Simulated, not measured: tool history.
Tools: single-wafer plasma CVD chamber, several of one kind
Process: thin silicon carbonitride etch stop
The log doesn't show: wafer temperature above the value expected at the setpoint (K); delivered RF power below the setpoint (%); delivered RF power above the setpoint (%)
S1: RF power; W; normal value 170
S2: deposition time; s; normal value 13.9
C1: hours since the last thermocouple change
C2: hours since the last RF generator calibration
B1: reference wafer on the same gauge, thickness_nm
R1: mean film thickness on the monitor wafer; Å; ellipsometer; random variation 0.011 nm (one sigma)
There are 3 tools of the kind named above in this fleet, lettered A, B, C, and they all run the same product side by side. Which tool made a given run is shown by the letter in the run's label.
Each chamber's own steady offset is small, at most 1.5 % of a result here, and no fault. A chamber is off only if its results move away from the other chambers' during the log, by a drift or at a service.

| run | hour | S1 | S2 | C1 | C2 | B1 | R1 |
|---|---|---|---|---|---|---|---|
| 1B | 8.8 | 170 | 13.9 | 16.4 | 1208.8 | 8.9305 | 75.615 |
| 2A | 20.0 | 170 | 13.9 | 33.2 | 173.6 | 8.9342 | 74.900 |
| 3C | 26.2 | 170 | 13.9 | 1503.7 | 698.9 | 8.9352 | 76.352 |
| 4C | 38.0 | 170 | 13.9 | 1515.5 | 710.7 | 8.9383 | 76.310 |
| 5B | 44.8 | 170 | 13.9 | 52.4 | 1244.8 | 8.9386 | 75.550 |
| 6A | 55.7 | 170 | 13.9 | 68.9 | 209.3 | 8.9412 | 74.929 |
| 7A | 62.0 | 170 | 13.9 | 75.2 | 215.6 | 8.9391 | 74.953 |
| 8B | 73.8 | 170 | 13.9 | 81.4 | 1273.8 | 8.9452 | 75.616 |
| 9C | 83.8 | 150 | 14.7 | 1561.3 | 756.5 | 8.9437 | 77.773 |
| 10C | 94.9 | 150 | 14.7 | 1572.4 | 767.6 | 8.9494 | 77.856 |
| 11A | 108.1 | 150 | 14.7 | 121.3 | 261.7 | 8.9507 | 76.427 |
| 12B | 114.9 | 170 | 13.9 | 122.5 | 1314.9 | 8.9508 | 75.700 |
| 13A | 127.7 | 170 | 13.9 | 140.9 | 281.3 | 8.9559 | 74.938 |
| 14C | 134.6 | 170 | 13.9 | 1612.1 | 807.3 | 8.9549 | 76.723 |
| 15B | 145.4 | 170 | 13.9 | 153.0 | 1345.4 | 8.9586 | 75.823 |
| 16A | 151.8 | 170 | 13.9 | 165.0 | 305.4 | 8.9550 | 74.981 |
| 17B | 161.4 | 170 | 13.9 | 169.0 | 1361.4 | 8.9618 | 75.972 |
| 18C | 170.6 | 170 | 13.9 | 1648.1 | 843.3 | 8.9591 | 76.558 |
| 19C | 176.9 | 170 | 13.9 | 1654.4 | 849.6 | 8.9585 | 76.611 |
| 20B | 186.2 | 170 | 13.9 | 193.8 | 1386.2 | 8.9646 | 75.867 |
| 21A | 196.4 | 170 | 13.9 | 209.6 | 350.0 | 8.9677 | 75.034 |
| 22C | 207.6 | 170 | 13.9 | 1685.1 | 880.3 | 8.9701 | 76.706 |
| 23A | 214.6 | 170 | 13.9 | 227.8 | 368.2 | 8.9688 | 75.058 |
| 24B | 224.8 | 170 | 12.7 | 232.4 | 1424.8 | 8.9708 | 69.298 |
| 25B | 236.4 | 170 | 12.7 | 244.0 | 1436.4 | 8.9785 | 69.454 |
| 26C | 245.0 | 170 | 12.7 | 1722.5 | 917.7 | 8.9754 | 69.995 |
| 27A | 257.5 | 170 | 13.9 | 270.7 | 411.1 | 8.9754 | 75.312 |
| 28B | 265.6 | 170 | 13.9 | 273.2 | 1465.6 | 8.9766 | 76.147 |
| 29C | 273.2 | 170 | 13.9 | 1750.7 | 945.9 | 8.9787 | 76.628 |
| 30A | 280.5 | 170 | 13.9 | 293.7 | 434.1 | 8.9839 | 75.152 |
| 31B | 288.6 | 145 | 12.2 | 296.2 | 1488.6 | 8.9834 | 63.546 |

Has any chamber moved away from the others, gradually or after a service, or does the common gauge drift, or do the chambers differ only by their own small steady offsets? State the chamber and the most likely cause if one applies.

Every chamber seems to shift together because the gauge that measures them all drifts; the chambers themselves are fine.
Likeliest cause: gauge reads high (%) = 0.623.
